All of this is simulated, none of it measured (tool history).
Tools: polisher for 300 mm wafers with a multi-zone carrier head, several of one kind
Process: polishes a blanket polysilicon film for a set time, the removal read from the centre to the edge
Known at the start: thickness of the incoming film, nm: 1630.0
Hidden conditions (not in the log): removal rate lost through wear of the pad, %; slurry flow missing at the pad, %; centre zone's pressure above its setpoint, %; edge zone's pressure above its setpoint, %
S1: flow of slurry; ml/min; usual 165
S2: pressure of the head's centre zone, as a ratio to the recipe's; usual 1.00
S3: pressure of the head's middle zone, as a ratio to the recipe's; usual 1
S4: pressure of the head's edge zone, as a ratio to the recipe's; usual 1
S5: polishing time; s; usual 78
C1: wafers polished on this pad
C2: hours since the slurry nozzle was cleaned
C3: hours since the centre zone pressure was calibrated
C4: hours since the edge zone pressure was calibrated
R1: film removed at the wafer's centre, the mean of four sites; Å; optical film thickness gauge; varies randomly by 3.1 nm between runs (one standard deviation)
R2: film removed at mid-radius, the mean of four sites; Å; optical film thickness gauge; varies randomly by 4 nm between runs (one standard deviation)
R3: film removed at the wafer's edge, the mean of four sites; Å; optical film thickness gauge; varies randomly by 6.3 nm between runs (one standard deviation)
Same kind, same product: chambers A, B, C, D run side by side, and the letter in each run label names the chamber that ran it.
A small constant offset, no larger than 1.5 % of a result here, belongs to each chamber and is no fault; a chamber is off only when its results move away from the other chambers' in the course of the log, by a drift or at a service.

-- hour=2.9 chamber B: centre zone pressure recalibrated
run 1C hour=8.3 | S1=165 S2=1.00 S3=1 S4=1 S5=78 | C1=114 C2=566.9 C3=411.5 C4=626.7 | R1=5084.6 R2=5148.2 R3=5073.9
run 2D hour=15.7 | S1=165 S2=1.00 S3=1 S4=1 S5=78 | C1=837 C2=143.1 C3=503.8 C4=1078.3 | R1=5105.9 R2=5084.3 R3=5025.1
run 3A hour=22.2 | S1=165 S2=1.00 S3=1 S4=1 S5=78 | C1=390 C2=723.4 C3=1581.3 C4=136.9 | R1=5111.8 R2=5088.3 R3=5057.6
run 4B hour=35.3 | S1=165 S2=1.00 S3=1 S4=1 S5=78 | C1=642 C2=124.8 C3=32.4 C4=176.7 | R1=5043.9 R2=5040.3 R3=5042.6
-- hour=35.4 chamber D: worn pad replaced by a new one
run 5A hour=47.9 | S1=165 S2=1.00 S3=1 S4=1 S5=78 | C1=701 C2=749.1 C3=1607.0 C4=162.6 | R1=5054.3 R2=4974.7 R3=5040.2
-- hour=53.8 chamber B: worn pad replaced by a new one
-- hour=54.3 chamber C: worn pad replaced by a new one
run 6D hour=57.3 | S1=165 S2=1.00 S3=1 S4=1 S5=78 | C1=266 C2=184.7 C3=545.4 C4=1119.9 | R1=4970.7 R2=5067.0 R3=5157.3
run 7B hour=67.8 | S1=165 S2=0.88 S3=1 S4=1 S5=94 | C1=169 C2=157.3 C3=64.9 C4=209.2 | R1=5327.7 R2=6146.4 R3=6270.4
-- hour=80.6 chamber A: centre zone pressure recalibrated
run 8C hour=80.7 | S1=165 S2=0.88 S3=1 S4=1 S5=94 | C1=319 C2=639.3 C3=483.9 C4=699.1 | R1=5298.1 R2=6093.3 R3=6259.2
-- hour=81.7 chamber C: edge zone pressure recalibrated
run 9B hour=87.8 | S1=165 S2=0.88 S3=1 S4=1 S5=94 | C1=411 C2=177.3 C3=84.9 C4=229.2 | R1=5327.7 R2=6098.7 R3=6207.8
run 10D hour=97.3 | S1=165 S2=0.88 S3=1 S4=1 S5=94 | C1=749 C2=224.7 C3=585.4 C4=1159.9 | R1=5223.7 R2=6143.0 R3=6053.5
-- hour=99.6 chamber C: worn pad replaced by a new one
run 11C hour=105.8 | S1=165 S2=1.00 S3=1 S4=1 S5=78 | C1=76 C2=664.4 C3=509.0 C4=24.2 | R1=5100.1 R2=5044.2 R3=5114.5
-- hour=111.1 chamber A: worn pad replaced by a new one
run 12A hour=112.5 | S1=165 S2=1.00 S3=1 S4=1 S5=78 | C1=18 C2=813.7 C3=32.0 C4=227.2 | R1=5108.6 R2=5071.3 R3=5009.4
-- hour=117.3 chamber D: edge zone pressure recalibrated
run 13D hour=118.6 | S1=120 S2=1.00 S3=1 S4=1 S5=96 | C1=1007 C2=246.0 C3=606.7 C4=1.4 | R1=5673.9 R2=5836.3 R3=5930.4
run 14C hour=128.0 | S1=120 S2=1.00 S3=1 S4=1 S5=96 | C1=344 C2=686.6 C3=531.2 C4=46.4 | R1=5765.6 R2=5866.2 R3=5974.4
-- hour=131.0 chamber B: worn pad replaced by a new one
-- hour=131.3 chamber D: worn pad replaced by a new one
run 15A hour=135.4 | S1=120 S2=1.00 S3=1 S4=1 S5=96 | C1=294 C2=836.6 C3=54.9 C4=250.1 | R1=5884.3 R2=5893.6 R3=5796.1
run 16B hour=147.8 | S1=120 S2=1.00 S3=1 S4=1 S5=96 | C1=203 C2=237.3 C3=144.9 C4=289.2 | R1=5786.9 R2=5839.8 R3=6127.3
run 17B hour=157.3 | S1=165 S2=1.00 S3=1 S4=1 S5=78 | C1=318 C2=246.8 C3=154.4 C4=298.7 | R1=5103.1 R2=5045.2 R3=5135.8
-- hour=158.6 chamber C: worn pad replaced by a new one
run 18A hour=166.4 | S1=165 S2=1.00 S3=1 S4=1 S5=78 | C1=669 C2=867.6 C3=85.9 C4=281.1 | R1=5118.1 R2=5026.4 R3=5129.9
run 19D hour=177.4 | S1=165 S2=1.00 S3=1 S4=1 S5=78 | C1=557 C2=304.8 C3=665.5 C4=60.2 | R1=4853.4 R2=4918.4 R3=4974.0
run 20C hour=186.9 | S1=165 S2=1.00 S3=1 S4=1 S5=78 | C1=343 C2=745.5 C3=590.1 C4=105.3 | R1=5084.2 R2=5125.5 R3=5154.1
-- hour=193.8 chamber B: edge zone pressure recalibrated
run 21B hour=194.4 | S1=165 S2=1.00 S3=1 S4=1 S5=78 | C1=767 C2=283.9 C3=191.5 C4=0.7 | R1=5055.2 R2=5140.5 R3=5021.0
run 22C hour=207.0 | S1=165 S2=1.00 S3=1 S4=1 S5=78 | C1=586 C2=765.6 C3=610.2 C4=125.4 | R1=5085.8 R2=5034.5 R3=5079.2
run 23D hour=213.5 | S1=165 S2=1.00 S3=1 S4=1 S5=78 | C1=994 C2=340.9 C3=701.6 C4=96.3 | R1=4826.0 R2=4901.6 R3=5010.9
run 24A hour=223.9 | S1=165 S2=1.00 S3=1 S4=1 S5=78 | C1=1365 C2=925.1 C3=143.4 C4=338.6 | R1=5117.2 R2=5019.6 R3=5004.6

Next, all 4 chambers run the settings below, one line each with question marks for the results. What does each chamber give?
run 25A hour=233.2 | S1=165 S2=0.91 S3=1 S4=1 S5=78 | R1=? R2=? R3=?
run 25B hour=233.2 | S1=165 S2=0.91 S3=1 S4=1 S5=78 | R1=? R2=? R3=?
run 25C hour=233.2 | S1=165 S2=0.91 S3=1 S4=1 S5=78 | R1=? R2=? R3=?
run 25D hour=233.2 | S1=165 S2=0.91 S3=1 S4=1 S5=78 | R1=? R2=? R3=?

run=25A R1=4582.6 R2=5099.3 R3=5141.0
run=25B R1=4566.5 R2=5058.5 R3=5143.4
run=25C R1=4509.3 R2=5080.0 R3=5031.3
run=25D R1=4295.7 R2=4899.8 R3=4917.4
